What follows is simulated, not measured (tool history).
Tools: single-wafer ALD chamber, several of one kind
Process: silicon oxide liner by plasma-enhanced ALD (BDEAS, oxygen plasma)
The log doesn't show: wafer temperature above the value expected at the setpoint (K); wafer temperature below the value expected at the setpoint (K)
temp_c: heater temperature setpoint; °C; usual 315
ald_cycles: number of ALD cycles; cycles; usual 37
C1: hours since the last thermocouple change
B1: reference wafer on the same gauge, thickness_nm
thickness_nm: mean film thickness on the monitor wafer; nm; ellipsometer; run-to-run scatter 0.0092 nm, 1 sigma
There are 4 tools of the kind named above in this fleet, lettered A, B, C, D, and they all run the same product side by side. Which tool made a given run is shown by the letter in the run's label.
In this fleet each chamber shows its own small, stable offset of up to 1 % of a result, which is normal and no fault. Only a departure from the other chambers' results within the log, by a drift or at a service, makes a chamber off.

Run 1D, day 0.517: usual settings; C1 334.6; B1 3.4305. Result: thickness_nm 3.3944 nm.
Run 2B, day 0.788: usual settings; C1 2014.4; B1 3.4320. Result: thickness_nm 3.3850 nm.
Run 3C, day 1.071: usual settings; C1 600.4; B1 3.4310. Result: thickness_nm 3.3898 nm.
Run 4A, day 1.362: usual settings; C1 2167.0; B1 3.4279. Result: thickness_nm 3.3361 nm.
Run 5D, day 1.771: usual settings; C1 364.7; B1 3.4286. Result: thickness_nm 3.3902 nm.
Run 6A, day 2.183: usual settings; C1 2186.7; B1 3.4293. Result: thickness_nm 3.3376 nm.
Run 7C, day 2.467: usual settings; C1 633.9; B1 3.4293. Result: thickness_nm 3.3750 nm.
Run 8B, day 2.942: usual settings; C1 2066.1; B1 3.4277. Result: thickness_nm 3.3941 nm.
Run 9D, day 3.462: usual settings but temp_c 302 °C, ald_cycles 43 cycles; C1 405.3; B1 3.4306. Result: thickness_nm 4.0358 nm.
Run 10C, day 3.808: usual settings but temp_c 302 °C, ald_cycles 43 cycles; C1 666.1; B1 3.4268. Result: thickness_nm 3.9988 nm.
Run 11A, day 4.104: usual settings but temp_c 302 °C, ald_cycles 43 cycles; C1 2232.8; B1 3.4288. Result: thickness_nm 3.9532 nm.
Run 12B, day 4.396: usual settings but temp_c 302 °C, ald_cycles 43 cycles; C1 2101.0; B1 3.4299. Result: thickness_nm 4.0225 nm.
Run 13B, day 4.967: usual settings; C1 2114.7; B1 3.4305. Result: thickness_nm 3.3823 nm.
Run 14D, day 5.288: usual settings; C1 449.1; B1 3.4298. Result: thickness_nm 3.3917 nm.
Run 15A, day 5.829: usual settings; C1 2274.2; B1 3.4299. Result: thickness_nm 3.3373 nm.
At day 6.158: chamber B: thermocouple changed; heater temperature recalibrated.
Run 16C, day 6.208: usual settings; C1 723.7; B1 3.4310. Result: thickness_nm 3.3799 nm.
Run 17B, day 6.788: usual settings; C1 15.2; B1 3.4299. Result: thickness_nm 3.3921 nm.
Run 18A, day 7.288: usual settings but temp_c 329 °C; C1 2309.2; B1 3.4276. Result: thickness_nm 3.2772 nm.
Run 19C, day 7.767: usual settings but temp_c 329 °C; C1 761.1; B1 3.4293. Result: thickness_nm 3.3102 nm.
Run 20D, day 8.229: usual settings but temp_c 329 °C; C1 519.7; B1 3.4303. Result: thickness_nm 3.3366 nm.
Run 21A, day 8.554: usual settings but temp_c 329 °C; C1 2339.6; B1 3.4292. Result: thickness_nm 3.2697 nm.
Run 22B, day 9.100: usual settings; C1 70.7; B1 3.4285. Result: thickness_nm 3.4003 nm.
Run 23D, day 9.408: usual settings; C1 548.0; B1 3.4314. Result: thickness_nm 3.4167 nm.
Run 24C, day 9.879: usual settings; C1 811.8; B1 3.4305. Result: thickness_nm 3.3822 nm.
Run 25A, day 10.150: usual settings but temp_c 323 °C, ald_cycles 31 cycles; C1 2377.9; B1 3.4270. Result: thickness_nm 2.7518 nm.
Run 26D, day 10.696: usual settings but temp_c 323 °C, ald_cycles 31 cycles; C1 578.9; B1 3.4298. Result: thickness_nm 2.8124 nm.
Run 27C, day 11.225: usual settings but temp_c 323 °C, ald_cycles 31 cycles; C1 844.1; B1 3.4337. Result: thickness_nm 2.7967 nm.
Run 28B, day 11.512: usual settings but temp_c 323 °C, ald_cycles 31 cycles; C1 128.6; B1 3.4313. Result: thickness_nm 2.8080 nm.
Run 29B, day 11.833: usual settings; C1 136.3; B1 3.4299. Result: thickness_nm 3.4142 nm.
Run 30D, day 12.346: usual settings; C1 618.5; B1 3.4281. Result: thickness_nm 3.3911 nm.
Run 31C, day 12.650: usual settings; C1 878.3; B1 3.4288. Result: thickness_nm 3.3767 nm.
Run 32A, day 12.996: usual settings; C1 2446.2; B1 3.4288. Result: thickness_nm 3.3442 nm.
Run 33C, day 13.254: usual settings; C1 892.8; B1 3.4309. Result: thickness_nm 3.3771 nm.
Run 34D, day 13.621: usual settings but temp_c 310 °C, ald_cycles 44 cycles; C1 649.1; B1 3.4291. Result: thickness_nm 4.0549 nm.
Run 35B, day 13.938: usual settings but temp_c 310 °C, ald_cycles 44 cycles; C1 186.8; B1 3.4301. Result: thickness_nm 4.0683 nm.
Run 36A, day 14.292: usual settings but temp_c 310 °C, ald_cycles 44 cycles; C1 2477.3; B1 3.4296. Result: thickness_nm 4.0144 nm.
Run 37B, day 14.612: usual settings but temp_c 310 °C, ald_cycles 44 cycles; C1 203.0; B1 3.4286. Result: thickness_nm 4.0609 nm.
Run 38D, day 15.192: usual settings but ald_cycles 42 cycles; C1 686.8; B1 3.4332. Result: thickness_nm 3.8641 nm.
Run 39A, day 15.742: usual settings but ald_cycles 42 cycles; C1 2512.1; B1 3.4299. Result: thickness_nm 3.8216 nm.
Run 40C, day 16.283: usual settings but ald_cycles 42 cycles; C1 965.5; B1 3.4305. Result: thickness_nm 3.8351 nm.
Run 41A, day 16.579: usual settings but ald_cycles 42 cycles; C1 2532.2; B1 3.4297. Result: thickness_nm 3.8149 nm.
Run 42D, day 17.175: usual settings; C1 734.4; B1 3.4312. Result: thickness_nm 3.4040 nm.

All 4 chambers run these settings next. Forecast each chamber's results:
Run 43A, day 17.600: usual settings. Result: thickness_nm ?.
Run 43B, day 17.600: usual settings. Result: thickness_nm ?.
Run 43C, day 17.600: usual settings. Result: thickness_nm ?.
Run 43D, day 17.600: usual settings. Result: thickness_nm ?.

run  thickness_nm
43A        3.3447
43B        3.4150
43C        3.3759
43D        3.3972
